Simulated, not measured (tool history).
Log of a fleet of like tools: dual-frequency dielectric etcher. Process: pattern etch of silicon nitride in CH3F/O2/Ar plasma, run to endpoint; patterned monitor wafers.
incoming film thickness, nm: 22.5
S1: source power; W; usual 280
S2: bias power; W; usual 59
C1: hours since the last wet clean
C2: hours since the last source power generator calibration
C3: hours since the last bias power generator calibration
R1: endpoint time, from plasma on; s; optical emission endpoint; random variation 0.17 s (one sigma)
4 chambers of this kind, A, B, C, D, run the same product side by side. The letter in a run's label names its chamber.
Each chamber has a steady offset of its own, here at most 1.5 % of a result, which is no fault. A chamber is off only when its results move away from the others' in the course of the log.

| run | hour | S1 | S2 | C1 | C2 | C3 | R1 |
|---|---|---|---|---|---|---|---|
| 1A | 3.1 | 280 | 59 | 278.1 | 2789 | 3785.5 | 40.01 |
| 2C | 6.8 | 280 | 59 | 107.4 | 52.7 | 134.4 | 39.356 |
| 3D | 9.9 | 280 | 59 | 211.6 | 463.9 | 279.9 | 40.184 |
| 4B | 12.8 | 280 | 59 | 374.2 | 193.5 | 1477.8 | 39.934 |
| 5B | 16.7 | 280 | 59 | 378.1 | 197.4 | 1481.7 | 40.037 |
| 6A | 19.8 | 280 | 59 | 294.8 | 2805.7 | 3802.2 | 40.025 |
| 7C | 24.1 | 280 | 59 | 124.7 | 70 | 151.7 | 39.292 |
| 8D | 27 | 280 | 59 | 228.7 | 481 | 297 | 40.112 |
| 9C | 30.4 | 280 | 59 | 131 | 76.3 | 158 | 39.476 |
| 10D | 34.6 | 280 | 59 | 236.3 | 488.6 | 304.6 | 40.033 |
| 11B | 38.8 | 220 | 50 | 400.2 | 219.5 | 1503.8 | 46.353 |
| 12A | 41.5 | 220 | 50 | 316.5 | 2827.4 | 3823.9 | 46.291 |
| 13D | 45.7 | 220 | 50 | 247.4 | 499.7 | 315.7 | 46.568 |
| 14A | 49.1 | 220 | 50 | 324.1 | 2835 | 3831.5 | 46.274 |
| 15C | 51.4 | 280 | 59 | 152 | 97.3 | 179 | 39.805 |
| 16B | 54.1 | 280 | 59 | 415.5 | 234.8 | 1519.1 | 40.251 |
| 17A | 57.6 | 280 | 59 | 332.6 | 2843.5 | 3840 | 39.956 |
| 18B | 61.7 | 280 | 59 | 423.1 | 242.4 | 1526.7 | 40.492 |
| 19C | 65.3 | 280 | 59 | 165.9 | 111.2 | 192.9 | 39.55 |
| 20D | 68.1 | 280 | 59 | 269.8 | 522.1 | 338.1 | 40.031 |
| 21B | 70.2 | 280 | 59 | 431.6 | 250.9 | 1535.2 | 40.425 |
| 22C | 74.3 | 280 | 59 | 174.9 | 120.2 | 201.9 | 39.557 |
| 23D | 76.6 | 280 | 59 | 278.3 | 530.6 | 346.6 | 39.959 |
| 24A | 80 | 280 | 59 | 355 | 2865.9 | 3862.4 | 40.116 |
| 25D | 82.2 | 280 | 59 | 283.9 | 536.2 | 352.2 | 39.978 |
| 26B | 87 | 280 | 59 | 448.4 | 267.7 | 1552 | 40.893 |
| 27C | 89.3 | 280 | 59 | 189.9 | 135.2 | 216.9 | 39.666 |
| 28A | 92.3 | 340 | 50 | 367.3 | 2878.2 | 3874.7 | 39.343 |
| 29B | 94.5 | 340 | 50 | 455.9 | 275.2 | 1559.5 | 40.031 |
| 30A | 98.6 | 340 | 50 | 373.6 | 2884.5 | 3881 | 39.095 |
| 31D | 101 | 340 | 50 | 302.7 | 555 | 371 | 39.063 |
| 32C | 103.1 | 280 | 59 | 203.7 | 149 | 230.7 | 39.515 |
| 33D | 107.3 | 280 | 59 | 309 | 561.3 | 377.3 | 39.969 |
| 34A | 109.7 | 280 | 59 | 384.7 | 2895.6 | 3892.1 | 39.854 |
| 35B | 113.9 | 280 | 59 | 475.3 | 294.6 | 1578.9 | 41.315 |
| 36C | 117.6 | 280 | 59 | 218.2 | 163.5 | 245.2 | 39.424 |
| 37C | 119.8 | 280 | 59 | 220.4 | 165.7 | 247.4 | 39.502 |
| 38B | 122.4 | 280 | 59 | 483.8 | 303.1 | 1587.4 | 41.523 |
| 39A | 124.8 | 280 | 59 | 399.8 | 2910.7 | 3907.2 | 39.783 |
| 40D | 128.5 | 280 | 59 | 330.2 | 582.5 | 398.5 | 39.855 |

All 4 chambers run these settings next. Forecast each chamber's results:
| 41A | 132 | 280 | 59 |  |  |  | ? |
| 41B | 132 | 280 | 59 |  |  |  | ? |
| 41C | 132 | 280 | 59 |  |  |  | ? |
| 41D | 132 | 280 | 59 |  |  |  | ? |

| run | R1 |
|---|---|
| 41A | 39.959 |
| 41B | 41.56 |
| 41C | 39.301 |
| 41D | 40.192 |
